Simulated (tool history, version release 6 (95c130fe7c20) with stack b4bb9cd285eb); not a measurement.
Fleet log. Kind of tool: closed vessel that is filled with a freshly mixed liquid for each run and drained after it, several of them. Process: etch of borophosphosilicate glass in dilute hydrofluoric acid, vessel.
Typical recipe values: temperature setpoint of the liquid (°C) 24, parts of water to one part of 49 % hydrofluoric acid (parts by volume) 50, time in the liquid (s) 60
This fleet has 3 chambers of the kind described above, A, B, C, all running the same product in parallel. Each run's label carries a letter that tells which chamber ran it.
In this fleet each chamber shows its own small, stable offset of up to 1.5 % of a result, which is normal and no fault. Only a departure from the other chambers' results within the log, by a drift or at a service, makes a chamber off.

run     day  temperature setpoint of the liquid (°C)  parts of water to one part of 49 % hydrofluoric acid (parts by volume)  time in the liquid (s)  read-back film thickness of the borophosphosilicate glass reference wafer, read on the same gauge (nm)  thickness taken off the borophosphosilicate glass on a monitor wafer (angstrom)
 1B   0.288                                       24                                                                      50                      60                                                                                                  80.011                                                                           989.43
 2A   0.679                                       24                                                                      50                      60                                                                                                  79.986                                                                           983.98
 3C   0.946                                       24                                                                      50                      60                                                                                                  79.973                                                                           998.32
 4C   1.229                                       24                                                                      50                      60                                                                                                  80.002                                                                           985.00
 5A   1.654                                       24                                                                      50                      60                                                                                                  80.025                                                                           971.72
 6B   2.142                                       24                                                                      50                      60                                                                                                  80.001                                                                           988.98
 7C   2.633                                       24                                                                      50                      60                                                                                                  80.024                                                                           974.51
 8A   2.883                                       24                                                                      50                      60                                                                                                  80.027                                                                           975.85
 9B   3.350                                       24                                                                      50                      60                                                                                                  79.940                                                                           984.82
10C   3.754                                       24                                                                      50                      60                                                                                                  79.933                                                                           983.73
11B   3.988                                       24                                                                      50                      60                                                                                                  80.006                                                                           998.85
12A   4.308                                       21                                                                      50                      85                                                                                                  79.964                                                                          1217.60
      4.625  -- chamber A: hydrofluoric acid flow meter replaced
13A   4.746                                       21                                                                      50                      85                                                                                                  79.982                                                                          1224.20
14C   4.975                                       21                                                                      50                      85                                                                                                  80.002                                                                          1232.50
15B   5.271                                       24                                                                      50                      60                                                                                                  79.980                                                                           984.30
      5.333  -- chamber C: thermometer replaced
16B   5.667                                       24                                                                      50                      60                                                                                                  80.019                                                                           993.98
17C   6.083                                       24                                                                      50                      60                                                                                                  79.981                                                                           984.72
18A   6.562                                       24                                                                      50                      60                                                                                                  80.010                                                                           972.42
19A   6.925                                       24                                                                      50                      60                                                                                                  80.012                                                                           979.76
20C   7.196                                       24                                                                      50                      60                                                                                                  80.005                                                                           986.50
21B   7.567                                       24                                                                      70                      60                                                                                                  79.974                                                                           696.68
22B   7.958                                       24                                                                      70                      60                                                                                                  80.002                                                                           686.95
23C   8.308                                       24                                                                      70                      60                                                                                                  80.013                                                                           677.91
24A   8.558                                       24                                                                      50                      60                                                                                                  79.986                                                                           974.68
      8.642  -- chamber B: hydrofluoric acid flow meter replaced
25A   8.800                                       24                                                                      50                      60                                                                                                  80.011                                                                           975.57
26C   9.121                                       24                                                                      50                      60                                                                                                  79.995                                                                           987.48
27B   9.617                                       24                                                                      50                      60                                                                                                  80.009                                                                           998.24
28C  10.096                                       24                                                                      50                      60                                                                                                  80.020                                                                           999.64
29A  10.529                                       24                                                                      50                      60                                                                                                  79.995                                                                           982.53
30B  10.971                                       24                                                                      50                      60                                                                                                  79.971                                                                           985.61
31A  11.358                                       24                                                                      50                      60                                                                                                  79.985                                                                           973.85
32C  11.675                                       24                                                                      50                      60                                                                                                  79.975                                                                           982.47
33B  12.192                                       24                                                                      30                      60                                                                                                  80.010                                                                          1716.20
34C  12.604                                       24                                                                      30                      60                                                                                                  80.003                                                                          1710.30
35B  13.100                                       24                                                                      30                      60                                                                                                  80.016                                                                          1714.00

Is one chamber out of step, is the gauge drifting, or do the chambers differ by no more than their own small offsets? For an off chamber, give its letter and the likeliest cause.

Nothing is wrong: each chamber keeps only its own small, steady offset and the gauge holds still.

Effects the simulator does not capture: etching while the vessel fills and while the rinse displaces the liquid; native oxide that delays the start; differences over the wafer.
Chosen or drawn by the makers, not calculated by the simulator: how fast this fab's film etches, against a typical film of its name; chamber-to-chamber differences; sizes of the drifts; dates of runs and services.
